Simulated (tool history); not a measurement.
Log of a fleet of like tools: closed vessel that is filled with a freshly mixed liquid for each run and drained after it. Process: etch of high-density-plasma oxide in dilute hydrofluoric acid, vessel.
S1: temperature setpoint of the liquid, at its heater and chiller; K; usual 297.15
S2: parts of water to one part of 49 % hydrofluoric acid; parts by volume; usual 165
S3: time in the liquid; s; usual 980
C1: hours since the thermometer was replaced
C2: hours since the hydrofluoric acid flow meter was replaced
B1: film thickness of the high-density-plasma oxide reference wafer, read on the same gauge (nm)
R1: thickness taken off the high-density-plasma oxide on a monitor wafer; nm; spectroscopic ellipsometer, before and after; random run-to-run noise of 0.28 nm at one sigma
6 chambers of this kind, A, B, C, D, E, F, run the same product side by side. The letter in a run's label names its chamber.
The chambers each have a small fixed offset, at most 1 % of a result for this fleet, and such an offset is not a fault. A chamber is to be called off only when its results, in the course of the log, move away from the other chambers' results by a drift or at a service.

| run | hour | S1 | S2 | S3 | C1 | C2 | B1 | R1 |
|---|---|---|---|---|---|---|---|---|
| 1A | 7.3 | 297.15 | 165 | 980 | 1723.9 | 512.8 | 50.019 | 50.123 |
| 2E | 13.0 | 297.15 | 165 | 980 | 163.5 | 916.2 | 50.019 | 49.523 |
| 3B | 22.9 | 297.15 | 165 | 980 | 843.5 | 34.6 | 49.995 | 50.286 |
| 4C | 28.3 | 297.15 | 165 | 980 | 1739.0 | 136.2 | 49.985 | 49.355 |
| 5F | 36.6 | 297.15 | 165 | 980 | 278.2 | 1508.8 | 49.979 | 50.000 |
| 6D | 48.2 | 292.65 | 165 | 980 | 387.7 | 517.0 | 49.994 | 41.557 |
| 7B | 55.8 | 292.65 | 165 | 980 | 876.4 | 67.5 | 50.024 | 42.236 |
| 8E | 61.8 | 292.65 | 165 | 980 | 212.3 | 965.0 | 50.014 | 41.981 |
| 9F | 71.4 | 292.65 | 165 | 980 | 313.0 | 1543.6 | 50.015 | 41.858 |
| 10D | 79.7 | 292.65 | 165 | 980 | 419.2 | 548.5 | 49.981 | 41.514 |
| 11A | 89.3 | 292.65 | 165 | 980 | 1805.9 | 594.8 | 50.032 | 41.447 |
| 12C | 98.8 | 297.15 | 165 | 980 | 1809.5 | 206.7 | 50.016 | 49.610 |
| 13A | 106.8 | 297.15 | 165 | 980 | 1823.4 | 612.3 | 50.045 | 49.748 |
| 14D | 116.3 | 297.15 | 165 | 1185 | 455.8 | 585.1 | 50.000 | 59.792 |
| 15F | 123.6 | 297.15 | 165 | 1185 | 365.2 | 1595.8 | 50.032 | 60.146 |
| 16E | 134.3 | 297.15 | 165 | 1185 | 284.8 | 1037.5 | 49.986 | 60.175 |
|  | 135.0 | chamber A: hydrofluoric acid flow meter replaced |
| 17C | 140.4 | 297.15 | 165 | 1185 | 1851.1 | 248.3 | 50.031 | 59.803 |
| 18B | 150.9 | 297.15 | 165 | 1185 | 971.5 | 162.6 | 50.016 | 60.081 |
| 19A | 160.8 | 297.15 | 165 | 1185 | 1877.4 | 25.8 | 49.995 | 60.721 |
| 20D | 167.3 | 297.15 | 165 | 980 | 506.8 | 636.1 | 50.035 | 49.766 |
| 21B | 177.9 | 293.65 | 165 | 980 | 998.5 | 189.6 | 49.998 | 43.731 |
|  | 180.5 | chamber A: thermometer replaced |
| 22F | 186.0 | 293.65 | 165 | 980 | 427.6 | 1658.2 | 50.008 | 43.343 |
| 23E | 196.6 | 293.65 | 165 | 980 | 347.1 | 1099.8 | 49.981 | 44.292 |
|  | 204.9 | chamber F: thermometer replaced |
| 24C | 207.2 | 293.65 | 165 | 980 | 1917.9 | 315.1 | 50.008 | 42.123 |
| 25D | 214.5 | 293.65 | 165 | 980 | 554.0 | 683.3 | 50.009 | 43.361 |
| 26B | 220.4 | 293.65 | 165 | 980 | 1041.0 | 232.1 | 50.012 | 43.700 |
| 27E | 227.1 | 297.15 | 165 | 980 | 377.6 | 1130.3 | 50.003 | 49.909 |
| 28A | 237.4 | 300.15 | 120 | 980 | 57.0 | 102.4 | 49.993 | 81.067 |
| 29F | 246.8 | 300.15 | 120 | 980 | 42.0 | 1719.0 | 49.974 | 81.504 |
| 30C | 255.4 | 300.15 | 120 | 980 | 1966.1 | 363.3 | 50.010 | 78.120 |
| 31A | 262.1 | 300.15 | 120 | 980 | 81.7 | 127.1 | 49.972 | 81.531 |
| 32E | 269.4 | 300.15 | 120 | 980 | 419.9 | 1172.6 | 50.005 | 82.376 |
| 33D | 279.5 | 300.15 | 120 | 980 | 619.0 | 748.3 | 50.014 | 80.626 |
| 34C | 286.6 | 297.15 | 165 | 980 | 1997.3 | 394.5 | 49.998 | 48.109 |
| 35B | 293.2 | 297.15 | 130 | 980 | 1113.8 | 304.9 | 50.030 | 66.454 |
| 36F | 304.2 | 297.15 | 130 | 980 | 99.4 | 1776.4 | 49.987 | 66.245 |
| 37A | 311.4 | 297.15 | 130 | 980 | 131.0 | 176.4 | 50.021 | 66.041 |

For the next run the whole fleet of 6 chambers uses the same settings. Give each chamber's results:
| 38A | 319.9 | 297.15 | 165 | 980 |  |  |  | ? |
| 38B | 319.9 | 297.15 | 165 | 980 |  |  |  | ? |
| 38C | 319.9 | 297.15 | 165 | 980 |  |  |  | ? |
| 38D | 319.9 | 297.15 | 165 | 980 |  |  |  | ? |
| 38E | 319.9 | 297.15 | 165 | 980 |  |  |  | ? |
| 38F | 319.9 | 297.15 | 165 | 980 |  |  |  | ? |

| run | R1 |
|---|---|
| 38A | 49.654 |
| 38B | 49.867 |
| 38C | 47.296 |
| 38D | 49.383 |
| 38E | 50.714 |
| 38F | 49.932 |
